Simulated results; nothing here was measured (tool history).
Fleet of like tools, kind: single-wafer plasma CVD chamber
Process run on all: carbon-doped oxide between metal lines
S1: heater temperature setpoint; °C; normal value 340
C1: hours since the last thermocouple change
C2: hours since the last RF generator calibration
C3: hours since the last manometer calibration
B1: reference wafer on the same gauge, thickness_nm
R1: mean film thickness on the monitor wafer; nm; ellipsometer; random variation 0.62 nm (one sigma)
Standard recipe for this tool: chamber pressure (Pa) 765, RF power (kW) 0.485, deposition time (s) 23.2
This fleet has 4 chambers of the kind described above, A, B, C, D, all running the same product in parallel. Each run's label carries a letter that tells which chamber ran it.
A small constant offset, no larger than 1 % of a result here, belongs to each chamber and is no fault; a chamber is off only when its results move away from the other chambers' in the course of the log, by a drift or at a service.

{"run": "1D", "hour": 4.3, "S1": 340, "chamber pressure (Pa)": 765, "RF power (kW)": 0.485, "deposition time (s)": 23.2, "C1": 990.6, "C2": 781.2, "C3": 572.9, "B1": 137.09, "R1": 122.58}
{"run": "2B", "hour": 8.7, "S1": 340, "chamber pressure (Pa)": 765, "RF power (kW)": 0.485, "deposition time (s)": 23.2, "C1": 1771.3, "C2": 798.7, "C3": 777.4, "B1": 137.05, "R1": 121.75}
{"run": "3A", "hour": 15.8, "S1": 340, "chamber pressure (Pa)": 765, "RF power (kW)": 0.485, "deposition time (s)": 23.2, "C1": 203.7, "C2": 1392.3, "C3": 884.4, "B1": 136.98, "R1": 120.38}
{"run": "4C", "hour": 19.4, "S1": 340, "chamber pressure (Pa)": 765, "RF power (kW)": 0.485, "deposition time (s)": 23.2, "C1": 440.6, "C2": 1075.9, "C3": 569.7, "B1": 137, "R1": 122.64}
{"run": "5D", "hour": 26.3, "S1": 340, "chamber pressure (Pa)": 765, "RF power (kW)": 0.415, "deposition time (s)": 23.2, "C1": 1012.6, "C2": 803.2, "C3": 594.9, "B1": 136.99, "R1": 109.1}
{"run": "6C", "hour": 30.9, "S1": 340, "chamber pressure (Pa)": 765, "RF power (kW)": 0.415, "deposition time (s)": 23.2, "C1": 452.1, "C2": 1087.4, "C3": 581.2, "B1": 137.01, "R1": 109.94}
{"run": "7B", "hour": 37.0, "S1": 340, "chamber pressure (Pa)": 765, "RF power (kW)": 0.415, "deposition time (s)": 23.2, "C1": 1799.6, "C2": 827, "C3": 805.7, "B1": 136.85, "R1": 110.28}
{"run": "8A", "hour": 41.2, "S1": 340, "chamber pressure (Pa)": 765, "RF power (kW)": 0.415, "deposition time (s)": 23.2, "C1": 229.1, "C2": 1417.7, "C3": 909.8, "B1": 136.97, "R1": 110.02}
{"run": "9A", "hour": 47.3, "S1": 340, "chamber pressure (Pa)": 765, "RF power (kW)": 0.485, "deposition time (s)": 23.2, "C1": 235.2, "C2": 1423.8, "C3": 915.9, "B1": 137.01, "R1": 120.63}
{"run": "10B", "hour": 50.8, "S1": 340, "chamber pressure (Pa)": 765, "RF power (kW)": 0.485, "deposition time (s)": 23.2, "C1": 1813.4, "C2": 840.8, "C3": 819.5, "B1": 136.89, "R1": 120.76}
{"run": "11C", "hour": 56.3, "S1": 340, "chamber pressure (Pa)": 765, "RF power (kW)": 0.485, "deposition time (s)": 23.2, "C1": 477.5, "C2": 1112.8, "C3": 606.6, "B1": 136.94, "R1": 121.89}
{"run": "12D", "hour": 61.0, "S1": 340, "chamber pressure (Pa)": 765, "RF power (kW)": 0.485, "deposition time (s)": 23.2, "C1": 1047.3, "C2": 837.9, "C3": 629.6, "B1": 136.97, "R1": 121.81}
{"run": "13A", "hour": 64.3, "S1": 340, "chamber pressure (Pa)": 765, "RF power (kW)": 0.485, "deposition time (s)": 23.2, "C1": 252.2, "C2": 1440.8, "C3": 932.9, "B1": 136.99, "R1": 120.86}
{"run": "14B", "hour": 67.9, "S1": 340, "chamber pressure (Pa)": 765, "RF power (kW)": 0.485, "deposition time (s)": 23.2, "C1": 1830.5, "C2": 857.9, "C3": 836.6, "B1": 136.83, "R1": 120.75}
{"run": "15C", "hour": 75.2, "S1": 340, "chamber pressure (Pa)": 765, "RF power (kW)": 0.485, "deposition time (s)": 23.2, "C1": 496.4, "C2": 1131.7, "C3": 625.5, "B1": 137.1, "R1": 123.73}
{"run": "16D", "hour": 82.7, "S1": 340, "chamber pressure (Pa)": 765, "RF power (kW)": 0.485, "deposition time (s)": 23.2, "C1": 1069, "C2": 859.6, "C3": 651.3, "B1": 137.02, "R1": 121.93}
{"run": "17B", "hour": 90.2, "S1": 340, "chamber pressure (Pa)": 765, "RF power (kW)": 0.485, "deposition time (s)": 23.2, "C1": 1852.8, "C2": 880.2, "C3": 858.9, "B1": 136.88, "R1": 121.23}
{"run": "18D", "hour": 97.3, "S1": 340, "chamber pressure (Pa)": 765, "RF power (kW)": 0.485, "deposition time (s)": 23.2, "C1": 1083.6, "C2": 874.2, "C3": 665.9, "B1": 136.97, "R1": 120.68}
{"run": "19A", "hour": 102.2, "S1": 340, "chamber pressure (Pa)": 765, "RF power (kW)": 0.485, "deposition time (s)": 23.2, "C1": 290.1, "C2": 1478.7, "C3": 970.8, "B1": 136.84, "R1": 121.35}
{"run": "20C", "hour": 107.4, "S1": 340, "chamber pressure (Pa)": 765, "RF power (kW)": 0.485, "deposition time (s)": 23.2, "C1": 528.6, "C2": 1163.9, "C3": 657.7, "B1": 137.03, "R1": 122.79}
{"run": "21D", "hour": 112.3, "S1": 340, "chamber pressure (Pa)": 765, "RF power (kW)": 0.485, "deposition time (s)": 23.2, "C1": 1098.6, "C2": 889.2, "C3": 680.9, "B1": 137.1, "R1": 122.28}
{"run": "22B", "hour": 117.6, "S1": 340, "chamber pressure (Pa)": 765, "RF power (kW)": 0.485, "deposition time (s)": 23.2, "C1": 1880.2, "C2": 907.6, "C3": 886.3, "B1": 137.06, "R1": 122.09}
{"run": "23C", "hour": 122.8, "S1": 340, "chamber pressure (Pa)": 765, "RF power (kW)": 0.485, "deposition time (s)": 23.2, "C1": 544, "C2": 1179.3, "C3": 673.1, "B1": 137.12, "R1": 121.6}
{"run": "24A", "hour": 128.3, "S1": 332, "chamber pressure (Pa)": 765, "RF power (kW)": 0.485, "deposition time (s)": 23.2, "C1": 316.2, "C2": 1504.8, "C3": 996.9, "B1": 137.11, "R1": 124.81}
{"run": "25D", "hour": 135.6, "S1": 332, "chamber pressure (Pa)": 765, "RF power (kW)": 0.485, "deposition time (s)": 23.2, "C1": 1121.9, "C2": 912.5, "C3": 704.2, "B1": 136.8, "R1": 126}
{"run": "26C", "hour": 139.3, "S1": 332, "chamber pressure (Pa)": 765, "RF power (kW)": 0.485, "deposition time (s)": 23.2, "C1": 560.5, "C2": 1195.8, "C3": 689.6, "B1": 137.02, "R1": 125.82}
{"run": "27A", "hour": 142.9, "S1": 332, "chamber pressure (Pa)": 765, "RF power (kW)": 0.485, "deposition time (s)": 23.2, "C1": 330.8, "C2": 1519.4, "C3": 1011.5, "B1": 137.01, "R1": 123.59}
{"run": "28B", "hour": 146.4, "S1": 340, "chamber pressure (Pa)": 765, "RF power (kW)": 0.485, "deposition time (s)": 23.2, "C1": 1909, "C2": 936.4, "C3": 915.1, "B1": 137.12, "R1": 121.92}
{"run": "29A", "hour": 150.2, "S1": 340, "chamber pressure (Pa)": 765, "RF power (kW)": 0.485, "deposition time (s)": 23.2, "C1": 338.1, "C2": 1526.7, "C3": 1018.8, "B1": 136.79, "R1": 121.07}
{"run": "30C", "hour": 153.6, "S1": 340, "chamber pressure (Pa)": 689, "RF power (kW)": 0.425, "deposition time (s)": 23.2, "C1": 574.8, "C2": 1210.1, "C3": 703.9, "B1": 136.84, "R1": 111.55}
{"run": "31B", "hour": 161.1, "S1": 340, "chamber pressure (Pa)": 689, "RF power (kW)": 0.425, "deposition time (s)": 23.2, "C1": 1923.7, "C2": 951.1, "C3": 929.8, "B1": 136.86, "R1": 109.08}
{"run": "32D", "hour": 165.8, "S1": 340, "chamber pressure (Pa)": 689, "RF power (kW)": 0.425, "deposition time (s)": 23.2, "C1": 1152.1, "C2": 942.7, "C3": 734.4, "B1": 137.11, "R1": 110.32}

Read the log: is a single chamber off, either drifting away or since a service, is the gauge that measures every chamber drifting, or is nothing wrong beyond small per-chamber offsets? Name any odd chamber and what most likely caused it.

No chamber stands off beyond its own small offset, and the gauge holds steady.

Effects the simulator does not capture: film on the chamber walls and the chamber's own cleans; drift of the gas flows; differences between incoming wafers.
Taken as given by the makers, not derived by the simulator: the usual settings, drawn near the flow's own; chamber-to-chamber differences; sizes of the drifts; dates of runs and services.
